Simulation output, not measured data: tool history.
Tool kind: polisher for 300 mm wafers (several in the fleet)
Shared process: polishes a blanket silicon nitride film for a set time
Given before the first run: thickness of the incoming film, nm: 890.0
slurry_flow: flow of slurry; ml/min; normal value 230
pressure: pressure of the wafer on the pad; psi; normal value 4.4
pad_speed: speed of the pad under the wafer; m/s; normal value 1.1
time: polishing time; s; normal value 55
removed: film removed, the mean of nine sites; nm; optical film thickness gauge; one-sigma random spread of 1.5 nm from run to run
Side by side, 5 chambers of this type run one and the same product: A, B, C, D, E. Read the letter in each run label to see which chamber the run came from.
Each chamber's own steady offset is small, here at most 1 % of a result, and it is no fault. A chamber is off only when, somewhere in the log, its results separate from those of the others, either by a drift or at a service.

run   hour  slurry_flow  pressure  pad_speed  time  wafers polished on this pad  hours since the slurry nozzle was cleaned  hours since the head pressure was calibrated  removed
 1A    6.2          230       4.4        1.1    55                          499                                       46.7                                            87    114.7
 2D   10.3          230       4.4        1.1    55                         1033                                      755.8                                         962.5   111.65
 3E     14          230       4.4        1.1    55                          898                                      504.2                                          85.2   110.46
      21.5  -- chamber A: worn pad replaced by a new one
 4B   21.5          230       4.4        1.1    55                         1014                                      227.6                                         320.6    113.8
      21.6  -- chamber C: worn pad replaced by a new one
      23.2  -- chamber D: worn pad replaced by a new one
 5C     25          230       5.7        1.1    47                           38                                      597.8                                           316   125.93
 6E     30          230       5.7        1.1    47                         1074                                      520.2                                         101.2   123.25
 7C   33.8          230       5.7        1.1    47                          135                                      606.6                                         324.8   123.95
 8A   39.6          230       5.7        1.1    47                          200                                       80.1                                         120.4   124.27
      40.1  -- chamber D: slurry nozzle cleaned
      40.2  -- chamber C: slurry nozzle cleaned
 9B   43.9          230       5.7        1.1    47                         1260                                        250                                           343   127.21
      46.6  -- chamber B: worn pad replaced by a new one
10D     50          185       4.4        1.1    71                          296                                        9.9                                        1002.2   142.73
11D     57          185       4.4        1.1    71                          373                                       16.9                                        1009.2   139.28
12A   63.9          185       4.4        1.1    71                          468                                      104.4                                         144.7   140.43
13C   68.1          185       4.4        1.1    71                          513                                         28                                         359.1   144.48
      71.5  -- chamber E: slurry nozzle cleaned
14B   72.3          185       4.4        1.1    71                          283                                      278.4                                         371.4   144.94
15E   77.1          230       4.4        1.1    55                         1593                                        5.7                                         148.3   111.21
      78.2  -- chamber A: worn pad replaced by a new one
16E   84.3          230       4.4        1.1    55                         1673                                       12.9                                         155.5   109.65
17D   91.4          230       4.4        1.1    55                          752                                       51.3                                        1043.6   111.78
18A   95.6          180       4.4       0.98    55                          191                                      136.1                                         176.4   100.49
19C  102.3          180       4.4       0.98    55                          890                                       62.2                                         393.3   99.972
20B  107.6          180       4.4       0.98    55                          672                                      313.7                                         406.7   100.78
21E    112          180       4.4       0.98    55                         1978                                       40.6                                         183.2   96.188
     112.3  -- chamber C: worn pad replaced by a new one
22C    118          180       4.4       0.98    55                           63                                       77.9                                           409   101.34
     124.7  -- chamber D: worn pad replaced by a new one
23D  124.7          230       4.4        1.1    55                            0                                       84.6                                        1076.9   111.79
24A    128          230       4.4        1.1    55                          548                                      168.5                                         208.8   113.99
25B  132.4          230       4.4        1.1    55                          945                                      338.5                                         431.5   112.87
26C  138.7          230       4.4        1.1    55                          291                                       98.6                                         429.7   115.48
27D  142.3          230       4.4        1.1    55                          194                                      102.2                                        1094.5   111.19
     146.5  -- chamber A: worn pad replaced by a new one
28E  148.4          230       4.4        1.1    55                         2379                                         77                                         219.6    105.8
29A  152.5          230       4.4        1.1    55                           66                                        193                                         233.3   113.86
30B  156.1          230       4.4        1.1    55                         1206                                      362.2                                         455.2   115.44
31B  161.5          265       4.4        1.1    49                         1266                                      367.6                                         460.6    102.3
32D    166          265       4.4        1.1    49                          455                                      125.9                                        1118.2   102.35
33A  172.9          265       4.4        1.1    49                          290                                      213.4                                         253.7   99.964
34E  179.6          265       4.4        1.1    49                         2723                                      108.2                                         250.8    95.74
35C  185.5          265       4.4        1.1    49                          806                                      145.4                                         476.5   103.52
36E  192.6          230       4.4        1.1    55                         2866                                      121.2                                         263.8   102.03

All chambers now run identical settings, listed one chamber a line with results as question marks. What results will each chamber show?
37A  197.9          230       4.4        1.1    55                                                                                                                              ?
37B  197.9          230       4.4        1.1    55                                                                                                                              ?
37C  197.9          230       4.4        1.1    55                                                                                                                              ?
37D  197.9          230       4.4        1.1    55                                                                                                                              ?
37E  197.9          230       4.4        1.1    55                                                                                                                              ?

run  removed
37A   114.77
37B   110.59
37C   110.82
37D   114.15
37E   103.77

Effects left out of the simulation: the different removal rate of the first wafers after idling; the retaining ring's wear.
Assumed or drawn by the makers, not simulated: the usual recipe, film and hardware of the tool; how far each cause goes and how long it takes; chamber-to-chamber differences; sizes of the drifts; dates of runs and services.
